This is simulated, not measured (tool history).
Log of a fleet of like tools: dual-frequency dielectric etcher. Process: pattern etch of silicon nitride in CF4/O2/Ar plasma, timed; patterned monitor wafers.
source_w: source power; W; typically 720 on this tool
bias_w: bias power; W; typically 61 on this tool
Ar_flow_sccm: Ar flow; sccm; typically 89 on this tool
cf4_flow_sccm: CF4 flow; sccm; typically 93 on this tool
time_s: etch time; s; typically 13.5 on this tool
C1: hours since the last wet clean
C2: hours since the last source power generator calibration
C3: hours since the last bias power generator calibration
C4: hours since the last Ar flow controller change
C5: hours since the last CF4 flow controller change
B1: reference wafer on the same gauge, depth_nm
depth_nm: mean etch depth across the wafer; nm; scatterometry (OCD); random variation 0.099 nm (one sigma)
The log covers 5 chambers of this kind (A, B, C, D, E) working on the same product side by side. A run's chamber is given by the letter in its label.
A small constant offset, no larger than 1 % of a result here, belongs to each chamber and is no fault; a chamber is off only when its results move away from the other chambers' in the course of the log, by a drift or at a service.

run 1D day=0.262 | source_w=720 bias_w=61 Ar_flow_sccm=89 cf4_flow_sccm=93 time_s=13.5 | C1=446.7 C2=2639.1 C3=2231.4 C4=4119.9 C5=2510.1 | B1=40.490 | depth_nm=38.009
run 2C day=0.471 | source_w=720 bias_w=61 Ar_flow_sccm=89 cf4_flow_sccm=93 time_s=13.5 | C1=277.1 C2=261.1 C3=533.7 C4=984.2 C5=4038.5 | B1=40.506 | depth_nm=38.056
run 3E day=0.633 | source_w=720 bias_w=61 Ar_flow_sccm=89 cf4_flow_sccm=93 time_s=13.5 | C1=363.6 C2=533.8 C3=2583.7 C4=809.4 C5=338.0 | B1=40.499 | depth_nm=38.117
run 4A day=0.804 | source_w=720 bias_w=61 Ar_flow_sccm=89 cf4_flow_sccm=93 time_s=13.5 | C1=381.4 C2=3280.9 C3=1536.0 C4=1764.5 C5=1541.9 | B1=40.518 | depth_nm=37.916
run 5B day=1.058 | source_w=600 bias_w=61 Ar_flow_sccm=106 cf4_flow_sccm=93 time_s=13.5 | C1=312.0 C2=1731.4 C3=1487.3 C4=1155.4 C5=1698.2 | B1=40.474 | depth_nm=31.877
run 6E day=1.175 | source_w=600 bias_w=61 Ar_flow_sccm=106 cf4_flow_sccm=93 time_s=13.5 | C1=376.6 C2=546.8 C3=2596.7 C4=822.4 C5=351.0 | B1=40.512 | depth_nm=31.868
run 7C day=1.383 | source_w=600 bias_w=61 Ar_flow_sccm=106 cf4_flow_sccm=93 time_s=13.5 | C1=299.0 C2=283.0 C3=555.6 C4=1006.1 C5=4060.4 | B1=40.479 | depth_nm=31.986
run 8D day=1.579 | source_w=600 bias_w=61 Ar_flow_sccm=106 cf4_flow_sccm=93 time_s=13.5 | C1=478.3 C2=2670.7 C3=2263.0 C4=4151.5 C5=2541.7 | B1=40.485 | depth_nm=31.561
run 9B day=1.729 | source_w=600 bias_w=61 Ar_flow_sccm=106 cf4_flow_sccm=93 time_s=13.5 | C1=328.1 C2=1747.5 C3=1503.4 C4=1171.5 C5=1714.3 | B1=40.488 | depth_nm=31.680
run 10A day=1.883 | source_w=720 bias_w=61 Ar_flow_sccm=89 cf4_flow_sccm=93 time_s=13.5 | C1=407.3 C2=3306.8 C3=1561.9 C4=1790.4 C5=1567.8 | B1=40.479 | depth_nm=37.854
run 11B day=2.129 | source_w=720 bias_w=61 Ar_flow_sccm=89 cf4_flow_sccm=93 time_s=13.5 | C1=337.7 C2=1757.1 C3=1513.0 C4=1181.1 C5=1723.9 | B1=40.468 | depth_nm=37.743
run 12D day=2.371 | source_w=720 bias_w=71 Ar_flow_sccm=99 cf4_flow_sccm=93 time_s=13.5 | C1=497.3 C2=2689.7 C3=2282.0 C4=4170.5 C5=2560.7 | B1=40.493 | depth_nm=39.719
run 13C day=2.521 | source_w=720 bias_w=71 Ar_flow_sccm=99 cf4_flow_sccm=93 time_s=13.5 | C1=326.3 C2=310.3 C3=582.9 C4=1033.4 C5=4087.7 | B1=40.498 | depth_nm=39.992
run 14E day=2.792 | source_w=720 bias_w=71 Ar_flow_sccm=99 cf4_flow_sccm=93 time_s=13.5 | C1=415.4 C2=585.6 C3=2635.5 C4=861.2 C5=389.8 | B1=40.516 | depth_nm=40.271
run 15A day=2.962 | source_w=720 bias_w=71 Ar_flow_sccm=99 cf4_flow_sccm=93 time_s=13.5 | C1=433.2 C2=3332.7 C3=1587.8 C4=1816.3 C5=1593.7 | B1=40.520 | depth_nm=39.609
run 16C day=3.167 | source_w=720 bias_w=71 Ar_flow_sccm=99 cf4_flow_sccm=93 time_s=13.5 | C1=341.8 C2=325.8 C3=598.4 C4=1048.9 C5=4103.2 | B1=40.485 | depth_nm=39.948
-- day=3.196 chamber C: wet clean of the chamber
-- day=3.279 chamber D: wet clean of the chamber
run 17E day=3.308 | source_w=720 bias_w=61 Ar_flow_sccm=89 cf4_flow_sccm=93 time_s=13.5 | C1=427.8 C2=598.0 C3=2647.9 C4=873.6 C5=402.2 | B1=40.491 | depth_nm=38.344
run 18A day=3.479 | source_w=720 bias_w=61 Ar_flow_sccm=89 cf4_flow_sccm=93 time_s=13.5 | C1=445.6 C2=3345.1 C3=1600.2 C4=1828.7 C5=1606.1 | B1=40.505 | depth_nm=37.852
run 19B day=3.733 | source_w=720 bias_w=61 Ar_flow_sccm=89 cf4_flow_sccm=93 time_s=13.5 | C1=376.2 C2=1795.6 C3=1551.5 C4=1219.6 C5=1762.4 | B1=40.483 | depth_nm=37.607
run 20D day=3.925 | source_w=720 bias_w=61 Ar_flow_sccm=89 cf4_flow_sccm=93 time_s=13.5 | C1=15.5 C2=2727.0 C3=2319.3 C4=4207.8 C5=2598.0 | B1=40.498 | depth_nm=38.058
run 21B day=4.067 | source_w=720 bias_w=61 Ar_flow_sccm=89 cf4_flow_sccm=93 time_s=13.5 | C1=384.2 C2=1803.6 C3=1559.5 C4=1227.6 C5=1770.4 | B1=40.501 | depth_nm=37.415
run 22A day=4.192 | source_w=720 bias_w=61 Ar_flow_sccm=89 cf4_flow_sccm=93 time_s=13.5 | C1=462.7 C2=3362.2 C3=1617.3 C4=1845.8 C5=1623.2 | B1=40.515 | depth_nm=37.910
run 23E day=4.429 | source_w=720 bias_w=61 Ar_flow_sccm=89 cf4_flow_sccm=93 time_s=13.5 | C1=454.7 C2=624.9 C3=2674.8 C4=900.5 C5=429.1 | B1=40.519 | depth_nm=38.380
run 24C day=4.671 | source_w=720 bias_w=61 Ar_flow_sccm=89 cf4_flow_sccm=93 time_s=13.5 | C1=35.4 C2=361.9 C3=634.5 C4=1085.0 C5=4139.3 | B1=40.521 | depth_nm=38.156
run 25D day=4.796 | source_w=720 bias_w=61 Ar_flow_sccm=89 cf4_flow_sccm=93 time_s=13.5 | C1=36.4 C2=2747.9 C3=2340.2 C4=4228.7 C5=2618.9 | B1=40.521 | depth_nm=38.123
-- day=4.875 chamber A: wet clean of the chamber
run 26C day=5.062 | source_w=880 bias_w=61 Ar_flow_sccm=89 cf4_flow_sccm=93 time_s=13.5 | C1=44.8 C2=371.3 C3=643.9 C4=1094.4 C5=4148.7 | B1=40.500 | depth_nm=45.281
run 27A day=5.212 | source_w=880 bias_w=61 Ar_flow_sccm=89 cf4_flow_sccm=93 time_s=13.5 | C1=8.1 C2=3386.7 C3=1641.8 C4=1870.3 C5=1647.7 | B1=40.498 | depth_nm=45.073
run 28B day=5.400 | source_w=880 bias_w=61 Ar_flow_sccm=89 cf4_flow_sccm=93 time_s=13.5 | C1=416.2 C2=1835.6 C3=1591.5 C4=1259.6 C5=1802.4 | B1=40.490 | depth_nm=44.488
run 29E day=5.542 | source_w=880 bias_w=61 Ar_flow_sccm=89 cf4_flow_sccm=93 time_s=13.5 | C1=481.4 C2=651.6 C3=2701.5 C4=927.2 C5=455.8 | B1=40.496 | depth_nm=45.765
run 30D day=5.696 | source_w=880 bias_w=61 Ar_flow_sccm=89 cf4_flow_sccm=93 time_s=13.5 | C1=58.0 C2=2769.5 C3=2361.8 C4=4250.3 C5=2640.5 | B1=40.508 | depth_nm=45.188
run 31E day=5.883 | source_w=720 bias_w=61 Ar_flow_sccm=89 cf4_flow_sccm=93 time_s=13.5 | C1=489.6 C2=659.8 C3=2709.7 C4=935.4 C5=464.0 | B1=40.504 | depth_nm=38.337
run 32D day=6.008 | source_w=720 bias_w=61 Ar_flow_sccm=89 cf4_flow_sccm=93 time_s=13.5 | C1=65.5 C2=2777.0 C3=2369.3 C4=4257.8 C5=2648.0 | B1=40.483 | depth_nm=37.893
run 33A day=6.221 | source_w=720 bias_w=61 Ar_flow_sccm=89 cf4_flow_sccm=93 time_s=12.0 | C1=32.3 C2=3410.9 C3=1666.0 C4=1894.5 C5=1671.9 | B1=40.495 | depth_nm=33.629
run 34C day=6.458 | source_w=720 bias_w=61 Ar_flow_sccm=89 cf4_flow_sccm=93 time_s=12.0 | C1=78.3 C2=404.8 C3=677.4 C4=1127.9 C5=4182.2 | B1=40.464 | depth_nm=33.870
run 35B day=6.721 | source_w=720 bias_w=61 Ar_flow_sccm=89 cf4_flow_sccm=93 time_s=12.0 | C1=447.9 C2=1867.3 C3=1623.2 C4=1291.3 C5=1834.1 | B1=40.485 | depth_nm=32.830
run 36C day=6.925 | source_w=720 bias_w=61 Ar_flow_sccm=89 cf4_flow_sccm=93 time_s=12.0 | C1=89.5 C2=416.0 C3=688.6 C4=1139.1 C5=4193.4 | B1=40.510 | depth_nm=33.974
run 37A day=7.067 | source_w=720 bias_w=61 Ar_flow_sccm=89 cf4_flow_sccm=93 time_s=12.0 | C1=52.6 C2=3431.2 C3=1686.3 C4=1914.8 C5=1692.2 | B1=40.492 | depth_nm=33.701
run 38D day=7.233 | source_w=720 bias_w=61 Ar_flow_sccm=89 cf4_flow_sccm=93 time_s=13.5 | C1=94.9 C2=2806.4 C3=2398.7 C4=4287.2 C5=2677.4 | B1=40.491 | depth_nm=38.042
run 39B day=7.479 | source_w=720 bias_w=61 Ar_flow_sccm=89 cf4_flow_sccm=93 time_s=13.5 | C1=466.1 C2=1885.5 C3=1641.4 C4=1309.5 C5=1852.3 | B1=40.503 | depth_nm=36.799
run 40E day=7.646 | source_w=720 bias_w=61 Ar_flow_sccm=89 cf4_flow_sccm=93 time_s=13.5 | C1=531.9 C2=702.1 C3=2752.0 C4=977.7 C5=506.3 | B1=40.489 | depth_nm=38.437
run 41A day=7.896 | source_w=720 bias_w=61 Ar_flow_sccm=89 cf4_flow_sccm=93 time_s=13.5 | C1=72.5 C2=3451.1 C3=1706.2 C4=1934.7 C5=1712.1 | B1=40.503 | depth_nm=37.884
run 42D day=8.050 | source_w=720 bias_w=61 Ar_flow_sccm=89 cf4_flow_sccm=106 time_s=11.0 | C1=114.5 C2=2826.0 C3=2418.3 C4=4306.8 C5=2697.0 | B1=40.497 | depth_nm=31.455

Predict what each chamber gives when all 5 of them run the settings below next.
run 43A day=8.242 | source_w=720 bias_w=61 Ar_flow_sccm=89 cf4_flow_sccm=93 time_s=13.5 | depth_nm=?
run 43B day=8.242 | source_w=720 bias_w=61 Ar_flow_sccm=89 cf4_flow_sccm=93 time_s=13.5 | depth_nm=?
run 43C day=8.242 | source_w=720 bias_w=61 Ar_flow_sccm=89 cf4_flow_sccm=93 time_s=13.5 | depth_nm=?
run 43D day=8.242 | source_w=720 bias_w=61 Ar_flow_sccm=89 cf4_flow_sccm=93 time_s=13.5 | depth_nm=?
run 43E day=8.242 | source_w=720 bias_w=61 Ar_flow_sccm=89 cf4_flow_sccm=93 time_s=13.5 | depth_nm=?

run=43A depth_nm=37.822
run=43B depth_nm=36.786
run=43C depth_nm=38.102
run=43D depth_nm=38.116
run=43E depth_nm=38.394
